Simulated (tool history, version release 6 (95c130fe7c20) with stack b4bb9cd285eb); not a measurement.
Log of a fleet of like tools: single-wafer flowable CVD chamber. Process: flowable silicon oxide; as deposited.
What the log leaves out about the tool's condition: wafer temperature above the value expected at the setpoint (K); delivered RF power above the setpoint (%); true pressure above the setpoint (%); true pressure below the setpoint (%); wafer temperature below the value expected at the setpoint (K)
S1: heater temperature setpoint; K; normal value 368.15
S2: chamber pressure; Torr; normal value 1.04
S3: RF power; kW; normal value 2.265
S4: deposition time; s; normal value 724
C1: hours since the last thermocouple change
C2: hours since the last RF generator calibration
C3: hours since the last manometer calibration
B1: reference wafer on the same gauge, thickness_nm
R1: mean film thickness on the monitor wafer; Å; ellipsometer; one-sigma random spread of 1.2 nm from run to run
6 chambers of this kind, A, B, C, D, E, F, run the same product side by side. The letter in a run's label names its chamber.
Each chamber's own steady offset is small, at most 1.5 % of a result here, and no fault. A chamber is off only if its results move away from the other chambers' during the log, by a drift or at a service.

| run | hour | S1 | S2 | S3 | S4 | C1 | C2 | C3 | B1 | R1 |
|---|---|---|---|---|---|---|---|---|---|---|
| 1F | 7.9 | 368.15 | 1.04 | 2.265 | 724 | 1937.2 | 1370.9 | 2403.0 | 639.92 | 7420.8 |
|  | 17.1 | chamber F: RF generator calibrated |
| 2A | 20.4 | 368.15 | 1.04 | 2.265 | 724 | 2658.6 | 1235.1 | 235.4 | 640.15 | 7249.8 |
| 3B | 28.4 | 368.15 | 1.04 | 2.265 | 724 | 684.1 | 414.2 | 1195.0 | 640.53 | 7347.0 |
|  | 38.7 | chamber A: RF generator calibrated |
| 4E | 43.9 | 368.15 | 1.04 | 2.265 | 724 | 129.5 | 1192.2 | 44.7 | 640.32 | 7446.9 |
| 5D | 55.6 | 377.15 | 1.04 | 2.265 | 724 | 525.9 | 345.7 | 1638.9 | 640.57 | 5415.0 |
| 6C | 70.7 | 377.15 | 1.04 | 2.265 | 724 | 827.0 | 178.2 | 1863.9 | 640.41 | 5457.1 |
| 7D | 83.7 | 377.15 | 1.04 | 2.265 | 724 | 554.0 | 373.8 | 1667.0 | 640.71 | 5383.1 |
|  | 86.0 | chamber C: capacitance manometer re-zeroed and calibrated |
| 8A | 96.1 | 377.15 | 1.04 | 2.265 | 724 | 2734.3 | 57.5 | 311.1 | 640.65 | 5368.1 |
| 9E | 110.6 | 377.15 | 1.04 | 2.265 | 724 | 196.2 | 1258.9 | 111.4 | 640.96 | 5551.0 |
|  | 113.6 | chamber A: thermocouple changed; heater temperature recalibrated |
| 10B | 125.6 | 377.15 | 1.04 | 2.265 | 724 | 781.3 | 511.4 | 1292.2 | 641.20 | 5474.2 |
| 11C | 136.4 | 368.15 | 1.04 | 2.265 | 724 | 892.7 | 243.9 | 50.5 | 641.20 | 7399.2 |
| 12F | 146.9 | 368.15 | 1.04 | 2.265 | 724 | 2076.2 | 129.9 | 2542.0 | 641.20 | 7429.2 |
| 13A | 158.7 | 368.15 | 1.04 | 2.265 | 724 | 45.2 | 120.1 | 373.7 | 641.28 | 7250.3 |
| 14F | 168.2 | 368.15 | 1.04 | 2.265 | 724 | 2097.5 | 151.2 | 2563.3 | 641.36 | 7423.5 |
| 15B | 178.6 | 368.15 | 1.04 | 2.265 | 724 | 834.3 | 564.4 | 1345.2 | 641.74 | 7372.0 |
| 16E | 191.5 | 368.15 | 1.04 | 2.265 | 724 | 277.1 | 1339.8 | 192.3 | 641.59 | 7486.0 |
| 17C | 199.6 | 368.15 | 1.04 | 2.265 | 724 | 955.9 | 307.1 | 113.7 | 641.43 | 7401.5 |
| 18D | 208.1 | 368.15 | 1.04 | 2.265 | 724 | 678.4 | 498.2 | 1791.4 | 641.92 | 7320.6 |
| 19D | 218.2 | 368.15 | 1.04 | 2.265 | 724 | 688.5 | 508.3 | 1801.5 | 641.85 | 7333.1 |
| 20F | 225.9 | 368.15 | 1.04 | 2.265 | 724 | 2155.2 | 208.9 | 2621.0 | 641.56 | 7429.9 |
| 21E | 238.4 | 368.15 | 1.04 | 2.265 | 724 | 324.0 | 1386.7 | 239.2 | 642.00 | 7461.2 |
| 22C | 247.2 | 368.15 | 1.04 | 2.265 | 724 | 1003.5 | 354.7 | 161.3 | 641.81 | 7391.9 |
| 23A | 258.6 | 368.15 | 1.04 | 2.265 | 724 | 145.1 | 220.0 | 473.6 | 642.35 | 7288.9 |
| 24B | 273.2 | 368.15 | 1.04 | 2.265 | 724 | 928.9 | 659.0 | 1439.8 | 642.47 | 7349.9 |
| 25D | 289.8 | 368.15 | 1.04 | 2.265 | 724 | 760.1 | 579.9 | 1873.1 | 642.32 | 7328.9 |
| 26F | 300.8 | 368.15 | 1.04 | 2.265 | 724 | 2230.1 | 283.8 | 2695.9 | 642.55 | 7431.1 |
| 27B | 314.6 | 368.15 | 1.04 | 2.265 | 724 | 970.3 | 700.4 | 1481.2 | 642.40 | 7376.1 |
| 28E | 322.6 | 368.15 | 1.04 | 2.265 | 724 | 408.2 | 1470.9 | 323.4 | 642.77 | 7477.0 |
| 29A | 336.1 | 368.15 | 1.04 | 2.265 | 724 | 222.6 | 297.5 | 551.1 | 642.74 | 7312.8 |
| 30C | 347.8 | 368.15 | 1.04 | 2.265 | 724 | 1104.1 | 455.3 | 261.9 | 642.88 | 7418.5 |
|  | 357.6 | chamber F: capacitance manometer re-zeroed and calibrated |
| 31B | 362.5 | 368.15 | 1.04 | 2.265 | 724 | 1018.2 | 748.3 | 1529.1 | 643.01 | 7412.8 |
| 32E | 371.8 | 368.15 | 1.04 | 2.265 | 724 | 457.4 | 1520.1 | 372.6 | 643.23 | 7483.6 |
| 33F | 382.7 | 368.15 | 1.04 | 2.265 | 724 | 2312.0 | 365.7 | 25.1 | 643.19 | 7461.3 |
|  | 384.6 | chamber D: capacitance manometer re-zeroed and calibrated |
| 34D | 393.7 | 368.15 | 1.04 | 2.265 | 724 | 864.0 | 683.8 | 9.1 | 643.06 | 7365.5 |
|  | 403.0 | chamber F: thermocouple changed; heater temperature recalibrated |
| 35A | 404.6 | 368.15 | 1.04 | 2.265 | 724 | 291.1 | 366.0 | 619.6 | 643.33 | 7286.0 |
| 36C | 412.1 | 368.15 | 1.04 | 2.265 | 724 | 1168.4 | 519.6 | 326.2 | 643.32 | 7417.6 |
| 37A | 423.7 | 368.15 | 1.04 | 2.265 | 724 | 310.2 | 385.1 | 638.7 | 643.38 | 7308.7 |
|  | 432.6 | chamber B: capacitance manometer re-zeroed and calibrated |
| 38F | 435.6 | 368.15 | 1.04 | 2.265 | 724 | 32.6 | 418.6 | 78.0 | 643.78 | 7470.1 |
| 39C | 445.5 | 368.15 | 1.04 | 2.265 | 724 | 1201.8 | 553.0 | 359.6 | 643.83 | 7424.8 |
| 40D | 458.1 | 368.15 | 0.96 | 1.900 | 724 | 928.4 | 748.2 | 73.5 | 643.91 | 6441.6 |
| 41E | 473.4 | 368.15 | 0.96 | 1.900 | 724 | 559.0 | 1621.7 | 474.2 | 643.96 | 6581.5 |
| 42B | 489.3 | 368.15 | 0.96 | 1.900 | 724 | 1145.0 | 875.1 | 56.8 | 644.15 | 6487.4 |

All 6 chambers run these settings next. Forecast each chamber's results:
| 43A | 501.2 | 368.15 | 0.80 | 2.265 | 724 |  |  |  |  | ? |
| 43B | 501.2 | 368.15 | 0.80 | 2.265 | 724 |  |  |  |  | ? |
| 43C | 501.2 | 368.15 | 0.80 | 2.265 | 724 |  |  |  |  | ? |
| 43D | 501.2 | 368.15 | 0.80 | 2.265 | 724 |  |  |  |  | ? |
| 43E | 501.2 | 368.15 | 0.80 | 2.265 | 724 |  |  |  |  | ? |
| 43F | 501.2 | 368.15 | 0.80 | 2.265 | 724 |  |  |  |  | ? |

| run | R1 |
|---|---|
| 43A | 5292.2 |
| 43B | 5362.8 |
| 43C | 5354.2 |
| 43D | 5276.4 |
| 43E | 5407.2 |
| 43F | 5412.5 |

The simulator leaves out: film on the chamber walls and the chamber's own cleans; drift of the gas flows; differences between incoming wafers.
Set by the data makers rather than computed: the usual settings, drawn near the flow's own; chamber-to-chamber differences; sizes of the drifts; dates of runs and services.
